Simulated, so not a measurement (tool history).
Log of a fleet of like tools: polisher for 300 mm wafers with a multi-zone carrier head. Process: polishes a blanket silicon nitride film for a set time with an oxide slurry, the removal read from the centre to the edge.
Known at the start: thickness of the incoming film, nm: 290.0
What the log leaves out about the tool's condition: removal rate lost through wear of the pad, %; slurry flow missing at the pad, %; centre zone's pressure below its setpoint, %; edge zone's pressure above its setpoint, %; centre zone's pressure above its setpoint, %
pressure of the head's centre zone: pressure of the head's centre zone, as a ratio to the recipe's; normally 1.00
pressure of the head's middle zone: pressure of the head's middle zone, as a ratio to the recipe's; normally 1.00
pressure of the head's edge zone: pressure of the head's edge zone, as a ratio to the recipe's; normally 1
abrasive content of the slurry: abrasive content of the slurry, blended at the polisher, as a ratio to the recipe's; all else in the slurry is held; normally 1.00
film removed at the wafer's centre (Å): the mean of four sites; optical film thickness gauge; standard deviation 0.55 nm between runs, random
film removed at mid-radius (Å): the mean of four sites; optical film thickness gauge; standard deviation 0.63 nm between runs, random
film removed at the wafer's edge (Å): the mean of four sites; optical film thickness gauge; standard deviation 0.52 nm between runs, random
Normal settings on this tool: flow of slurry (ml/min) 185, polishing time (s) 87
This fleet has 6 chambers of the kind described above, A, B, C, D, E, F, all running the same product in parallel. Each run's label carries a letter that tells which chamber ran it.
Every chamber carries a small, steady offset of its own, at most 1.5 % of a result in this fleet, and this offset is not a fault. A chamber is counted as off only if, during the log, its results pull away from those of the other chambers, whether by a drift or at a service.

run	hour	flow of slurry (ml/min)	pressure of the head's centre zone	pressure of the head's middle zone	pressure of the head's edge zone	abrasive content of the slurry	polishing time (s)	wafers polished on this pad	hours since the slurry nozzle was cleaned	hours since the centre zone pressure was calibrated	hours since the edge zone pressure was calibrated	film removed at the wafer's centre (Å)	film removed at mid-radius (Å)	film removed at the wafer's edge (Å)
# hour 0.3: chamber E: worn pad replaced by a new one
1A	8.5	185	1.00	1.00	1	1.00	87	1187	242.7	527.3	225.7	485.72	486.43	500.76
# hour 8.8: chamber A: worn pad replaced by a new one
# hour 12.8: chamber D: worn pad replaced by a new one
2D	17.3	185	1.00	1.00	1	1.00	87	43	86.4	1097.6	308.3	484.24	480.19	500.03
3C	24.5	185	1.00	1.00	1	1.00	87	496	337.0	148.6	482.5	502.52	498.30	491.79
4E	30.4	185	1.00	1.00	1	1.00	87	287	162.6	659.8	417.5	487.36	507.98	480.91
# hour 34.8: chamber B: worn pad replaced by a new one
5F	35.1	185	1.00	1.00	1	1.00	87	1165	275.4	733.6	908.5	490.94	497.90	497.44
# hour 36.3: chamber F: centre zone pressure recalibrated
6B	44.6	185	1.00	1.00	1	1.00	87	94	172.2	566.6	492.1	486.61	490.99	498.86
7A	52.6	185	1.00	1.00	1	1.00	87	419	286.8	571.4	269.8	489.98	471.02	490.81
8D	60.9	185	1.00	1.00	1	1.00	87	460	130.0	1141.2	351.9	478.86	484.26	490.62
9B	66.4	185	1.00	1.00	1	1.00	87	302	194.0	588.4	513.9	494.68	475.39	490.48
# hour 69.4: chamber E: worn pad replaced by a new one
10E	74.2	185	1.00	1.00	1	1.15	87	45	206.4	703.6	461.3	528.85	540.85	519.90
# hour 79.7: chamber D: worn pad replaced by a new one
11C	80.7	185	1.00	1.00	1	1.15	87	1033	393.2	204.8	538.7	523.06	517.01	528.21
# hour 83.2: chamber C: worn pad replaced by a new one
12F	90.0	185	1.00	1.00	1	1.15	87	1690	330.3	53.7	963.4	530.90	526.97	518.63
13A	100.0	185	1.00	1.00	1	1.15	87	872	334.2	618.8	317.2	521.29	523.75	520.41
# hour 103.0: chamber A: slurry nozzle cleaned
14D	109.2	185	1.00	1.00	1	1.15	87	282	178.3	1189.5	400.2	517.05	518.81	526.20
15F	116.8	185	1.00	1.00	1	1.15	87	1946	357.1	80.5	990.2	520.32	521.77	522.38
# hour 124.0: chamber B: worn pad replaced by a new one
16B	126.2	185	1.00	1.00	1	1.00	87	21	253.8	648.2	573.7	491.07	487.43	488.13
# hour 127.7: chamber B: edge zone pressure recalibrated
17C	131.9	185	1.00	1.00	1	1.00	87	466	444.4	256.0	589.9	486.76	491.05	493.97
# hour 137.5: chamber E: worn pad replaced by a new one
# hour 138.0: chamber B: slurry nozzle cleaned
# hour 139.6: chamber A: worn pad replaced by a new one
18E	141.0	185	1.00	1.00	1	1.00	87	33	273.2	770.4	528.1	498.61	508.29	491.71
# hour 145.4: chamber D: worn pad replaced by a new one
19B	147.9	185	1.00	1.00	1	1.00	87	228	10.0	669.9	20.3	491.94	490.49	501.62
20A	156.7	185	1.00	1.00	1	1.00	87	164	53.8	675.5	373.9	487.68	495.24	487.89
21C	161.9	185	1.00	1.00	1	1.00	87	752	474.4	286.0	619.9	490.59	490.42	484.75
# hour 163.8: chamber D: centre zone pressure recalibrated
22F	167.5	185	1.00	1.00	1	1.00	87	2431	407.8	131.2	1040.9	470.02	477.94	484.87
23E	173.4	185	1.00	1.08	1	1.00	87	343	305.6	802.8	560.5	497.79	530.79	494.40
24D	178.8	185	1.00	1.08	1	1.00	87	319	247.9	15.0	469.8	488.12	522.07	496.71
# hour 181.2: chamber F: edge zone pressure recalibrated
25C	184.9	185	1.00	1.08	1	1.00	87	972	497.4	309.0	642.9	498.60	523.42	490.20
26E	191.3	185	1.00	1.08	1	1.00	87	514	323.5	820.7	578.4	486.29	539.37	490.91
27D	197.5	185	1.00	1.08	1	1.00	87	498	266.6	33.7	488.5	492.73	515.02	502.58
# hour 201.7: chamber E: centre zone pressure recalibrated
# hour 204.6: chamber C: worn pad replaced by a new one
# hour 206.0: chamber D: worn pad replaced by a new one
# hour 206.0: chamber C: slurry nozzle cleaned
28A	206.3	185	1.00	1.08	1	1.00	87	638	103.4	725.1	423.5	482.88	507.58	496.39
# hour 214.6: chamber E: worn pad replaced by a new one
29F	215.9	185	0.92	1.00	1	1.00	64	2894	456.2	179.6	34.8	312.94	338.94	341.10
# hour 223.2: chamber B: worn pad replaced by a new one
30B	225.0	185	0.92	1.00	1	1.00	64	17	87.1	747.0	97.4	328.67	360.22	360.55
# hour 231.1: chamber A: edge zone pressure recalibrated
31D	231.1	185	0.92	1.00	1	1.00	64	240	300.2	67.3	522.1	332.31	356.01	367.25
32B	240.9	185	0.92	1.00	1	1.00	64	169	103.0	762.9	113.3	329.50	355.86	358.51
33F	248.3	185	0.92	1.00	1	1.00	64	3203	488.6	212.0	67.2	302.91	332.47	330.28
34A	258.0	185	0.92	1.00	1	1.00	64	1132	155.1	776.8	26.9	318.32	351.32	361.02
35C	263.0	185	1.00	1.00	1	1.00	87	558	57.0	387.1	721.0	511.21	499.90	493.78
36E	269.8	185	1.00	1.00	1	1.00	87	528	402.0	68.1	656.9	493.02	488.17	484.27

Which is it: a chamber that has drifted or been left off by a service, a gauge drift common to all chambers, or only each chamber's usual small offset? If a chamber is off, name it and its likeliest cause.

It is chamber F that slowly wanders off from its peers.
What lies behind it: removal rate lost through wear of the pad, % = 10.3.
From this log alone, it may not be told apart from: slurry flow missing at the pad, %.

Here are 4 candidates for chamber F's next run, each the usual settings with a change, their results left as question marks. Which one brings its results back in line with what the others give on the usual settings?
In-line tolerance around the mean of the other chambers on the usual settings: film removed at the wafer's centre (Å) 19.00; film removed at mid-radius (Å) 22.00; film removed at the wafer's edge (Å) 18.00
37F-1	277.1	190	1.01	1.00	1.00	1.05	95					?	?	?
37F-2	277.1	185	1.00	1.00	0.99	0.95	80					?	?	?
37F-3	277.1	185	1.00	1.00	1.00	1.00	89					?	?	?
37F-4	277.1	185	1.00	1.00	1.00	1.00	85					?	?	?

The other chambers' mean on the usual settings: film removed at the wafer's centre (Å) 492.63; film removed at mid-radius (Å) 490.64; film removed at the wafer's edge (Å) 492.55
run	film removed at the wafer's centre (Å)	film removed at mid-radius (Å)	film removed at the wafer's edge (Å)
37F-1	496.88	495.09	495.05
37F-2	393.63	396.71	394.99
37F-3	448.42	451.92	452.35
37F-4	428.27	431.60	432.02
The right change is 37F-1: it brings the chamber back within the allowed miss of the others.
